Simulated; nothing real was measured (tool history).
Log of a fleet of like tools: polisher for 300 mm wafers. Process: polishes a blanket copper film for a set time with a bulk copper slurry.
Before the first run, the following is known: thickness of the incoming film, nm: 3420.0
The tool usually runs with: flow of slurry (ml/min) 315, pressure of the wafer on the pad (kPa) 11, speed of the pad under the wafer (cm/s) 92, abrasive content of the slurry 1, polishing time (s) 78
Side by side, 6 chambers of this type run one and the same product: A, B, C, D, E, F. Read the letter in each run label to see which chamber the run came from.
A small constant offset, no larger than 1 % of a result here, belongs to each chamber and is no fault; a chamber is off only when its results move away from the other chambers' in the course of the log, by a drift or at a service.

| run | day | flow of slurry (ml/min) | pressure of the wafer on the pad (kPa) | speed of the pad under the wafer (cm/s) | abrasive content of the slurry | polishing time (s) | wafers polished on this pad | hours since the slurry nozzle was cleaned | hours since the head pressure was calibrated | hours since the slurry blender was calibrated | film removed (nm) |
|---|---|---|---|---|---|---|---|---|---|---|---|
|  | 0.038 | chamber A: slurry nozzle cleaned |
| 1F | 0.292 | 315 | 11 | 92 | 1 | 78 | 319 | 244.8 | 26.3 | 67.9 | 314.35 |
| 2C | 0.608 | 315 | 11 | 92 | 1 | 78 | 767 | 292.4 | 402.3 | 399.2 | 306.72 |
|  | 0.638 | chamber C: worn pad replaced by a new one |
|  | 0.788 | chamber E: worn pad replaced by a new one |
| 3E | 0.95 | 315 | 11 | 92 | 1 | 78 | 29 | 403.5 | 215.4 | 135.6 | 312.79 |
|  | 1.221 | chamber A: slurry blender recalibrated |
|  | 1.283 | chamber D: slurry nozzle cleaned |
| 4D | 1.383 | 315 | 11 | 92 | 1 | 78 | 836 | 2.4 | 468 | 167.1 | 316.56 |
|  | 1.8 | chamber B: slurry nozzle cleaned |
|  | 1.871 | chamber A: worn pad replaced by a new one |
| 5B | 1.988 | 315 | 9.7 | 92 | 1 | 94 | 666 | 4.5 | 548.5 | 157.9 | 335.74 |
|  | 2 | chamber E: slurry nozzle cleaned |
|  | 2.129 | chamber B: slurry blender recalibrated |
| 6A | 2.258 | 315 | 9.7 | 92 | 1 | 94 | 71 | 53.3 | 805.6 | 25 | 329.43 |
| 7F | 2.783 | 315 | 9.7 | 92 | 1 | 94 | 771 | 304.6 | 86.1 | 127.7 | 331.97 |
|  | 2.954 | chamber D: slurry blender recalibrated |
| 8E | 3.05 | 315 | 9.7 | 92 | 1 | 94 | 410 | 25.2 | 265.8 | 186 | 329.11 |
| 9C | 3.329 | 315 | 9.7 | 92 | 1 | 94 | 488 | 357.7 | 467.6 | 464.5 | 325.35 |
| 10D | 3.725 | 315 | 9.7 | 92 | 1 | 94 | 1261 | 58.6 | 524.2 | 18.6 | 334.38 |
| 11B | 4.204 | 315 | 11 | 92 | 1 | 78 | 1068 | 57.7 | 601.7 | 49.9 | 313.81 |
|  | 4.308 | chamber C: slurry blender recalibrated |
| 12A | 4.604 | 315 | 11 | 92 | 1 | 78 | 496 | 109.6 | 861.9 | 81.3 | 314.81 |
| 13C | 5.125 | 350 | 7.6 | 92 | 1 | 78 | 814 | 400.8 | 510.7 | 19.6 | 216.77 |
|  | 5.175 | chamber F: worn pad replaced by a new one |
|  | 5.233 | chamber D: worn pad replaced by a new one |
| 14B | 5.425 | 350 | 7.6 | 92 | 1 | 78 | 1289 | 87 | 631 | 79.2 | 222.81 |
|  | 5.625 | chamber B: worn pad replaced by a new one |
|  | 5.642 | chamber A: worn pad replaced by a new one |
| 15A | 5.742 | 350 | 7.6 | 92 | 1 | 78 | 18 | 136.9 | 889.2 | 108.6 | 217.65 |
|  | 6.108 | chamber C: worn pad replaced by a new one |
| 16F | 6.221 | 350 | 7.6 | 92 | 1 | 78 | 190 | 387.1 | 168.6 | 210.2 | 215.57 |
|  | 6.45 | chamber A: slurry blender recalibrated |
|  | 6.479 | chamber E: head pressure recalibrated |
|  | 6.538 | chamber A: head pressure recalibrated |
| 17D | 6.779 | 350 | 7.6 | 92 | 1 | 78 | 280 | 131.9 | 597.5 | 91.9 | 217.66 |
|  | 6.854 | chamber B: head pressure recalibrated |
| 18E | 7.058 | 350 | 7.6 | 92 | 1 | 78 | 1138 | 121.4 | 13.9 | 282.2 | 215.23 |
| 19C | 7.567 | 315 | 11 | 92 | 1 | 78 | 265 | 459.4 | 569.3 | 78.2 | 309.96 |
|  | 7.721 | chamber F: slurry blender recalibrated |
| 20D | 7.95 | 315 | 11 | 92 | 1 | 78 | 493 | 160 | 625.6 | 120 | 317.83 |
|  | 8.021 | chamber E: slurry blender recalibrated |
|  | 8.321 | chamber B: slurry blender recalibrated |
| 21A | 8.412 | 315 | 11 | 92 | 1 | 78 | 503 | 201 | 45 | 47.2 | 314.47 |
| 22E | 8.904 | 315 | 11 | 92 | 1 | 78 | 1472 | 165.7 | 58.2 | 21.2 | 314.36 |
| 23B | 9.379 | 315 | 11 | 92 | 1 | 78 | 681 | 181.9 | 60.6 | 25.4 | 312.94 |
|  | 9.462 | chamber A: worn pad replaced by a new one |
| 24F | 9.779 | 315 | 11 | 92 | 1 | 78 | 835 | 472.5 | 254 | 49.4 | 313.94 |
|  | 9.958 | chamber E: worn pad replaced by a new one |
| 25F | 10.062 | 315 | 11 | 92 | 1 | 78 | 887 | 479.3 | 260.8 | 56.2 | 311.96 |
| 26D | 10.333 | 315 | 11 | 92 | 1 | 78 | 925 | 217.2 | 682.8 | 177.2 | 311.2 |
| 27E | 10.6 | 315 | 11 | 92 | 1 | 78 | 116 | 206.4 | 98.9 | 61.9 | 309.46 |
| 28B | 11.183 | 315 | 11 | 92 | 1 | 78 | 1008 | 225.2 | 103.9 | 68.7 | 315.77 |
|  | 11.462 | chamber C: worn pad replaced by a new one |
|  | 11.608 | chamber F: worn pad replaced by a new one |
| 29A | 11.654 | 315 | 11 | 92 | 1 | 78 | 397 | 278.8 | 122.8 | 125 | 313.41 |
|  | 12.004 | chamber D: slurry blender recalibrated |
| 30C | 12.25 | 315 | 11 | 92 | 1 | 78 | 143 | 571.8 | 681.7 | 190.6 | 312.09 |
|  | 12.546 | chamber A: slurry blender recalibrated |
|  | 12.567 | chamber A: worn pad replaced by a new one |
| 31A | 12.792 | 315 | 11 | 92 | 1 | 78 | 41 | 306.1 | 150.1 | 5.9 | 314.6 |
|  | 12.904 | chamber D: worn pad replaced by a new one |
| 32D | 13.117 | 315 | 11 | 92 | 1 | 78 | 38 | 284 | 749.6 | 26.7 | 305.84 |
| 33B | 13.562 | 315 | 11 | 92 | 1 | 78 | 1440 | 282.3 | 161 | 125.8 | 315.88 |
|  | 14.004 | chamber B: worn pad replaced by a new one |
| 34E | 14.042 | 315 | 11 | 108 | 1 | 78 | 740 | 289 | 181.5 | 144.5 | 366.24 |
| 35C | 14.304 | 315 | 11 | 108 | 1 | 78 | 516 | 621.1 | 731 | 239.9 | 364.31 |
| 36F | 14.65 | 315 | 11 | 108 | 1 | 78 | 552 | 589.4 | 370.9 | 166.3 | 371.91 |
|  | 14.925 | chamber B: slurry blender recalibrated |
| 37E | 15.038 | 315 | 11 | 108 | 1 | 78 | 921 | 312.9 | 205.4 | 168.4 | 366.99 |
|  | 15.329 | chamber C: head pressure recalibrated |
| 38A | 15.562 | 315 | 11 | 108 | 1 | 78 | 544 | 372.6 | 216.6 | 72.4 | 368.22 |
|  | 15.633 | chamber C: worn pad replaced by a new one |
| 39D | 15.871 | 315 | 11 | 108 | 1 | 78 | 538 | 350.1 | 815.7 | 92.8 | 358.21 |
|  | 16.221 | chamber C: slurry nozzle cleaned |
| 40F | 16.454 | 315 | 11 | 92 | 1 | 78 | 879 | 632.7 | 414.2 | 209.6 | 315.04 |
| 41C | 16.95 | 315 | 11 | 92 | 1 | 78 | 239 | 17.6 | 39 | 303.4 | 312.13 |
| 42B | 17.321 | 315 | 11 | 92 | 1 | 78 | 601 | 372.5 | 251.2 | 57.5 | 311.21 |

What goes on in this fleet: one chamber off, a drifting gauge, or nothing beyond the chambers' own small offsets? Name the chamber and the cause, if any.

One chamber, D, drifts off from the rest bit by bit.
Cause: head's pressure below its setpoint, % = 4.97.
It could be hard to tell apart here from: slurry flow missing at the pad, %.

Below are 4 candidate recipes for chamber D's next run, each the usual settings with a change, their results shown as question marks. Which of them brings D's results back in line with what the other chambers give on the usual settings?
A result is in line if it is within this distance of the other chambers' mean on the usual settings: film removed (nm) 9.3
| 43D-1 | 17.754 | 315 | 11 | 88 | 1 | 74 |  |  |  |  | ? |
| 43D-2 | 17.754 | 315 | 11 | 94 | 1 | 80 |  |  |  |  | ? |
| 43D-3 | 17.754 | 315 | 11 | 90 | 1 | 77 |  |  |  |  | ? |
| 43D-4 | 17.754 | 315 | 11.7 | 94 | 1 | 80 |  |  |  |  | ? |

The other chambers' mean on the usual settings: film removed (nm) 312.68
| run | film removed (nm) |
|---|---|
| 43D-1 | 270.34 |
| 43D-2 | 312.21 |
| 43D-3 | 287.7 |
| 43D-4 | 331.67 |
Change 43D-2 lands the chamber within the allowed miss of the other chambers.
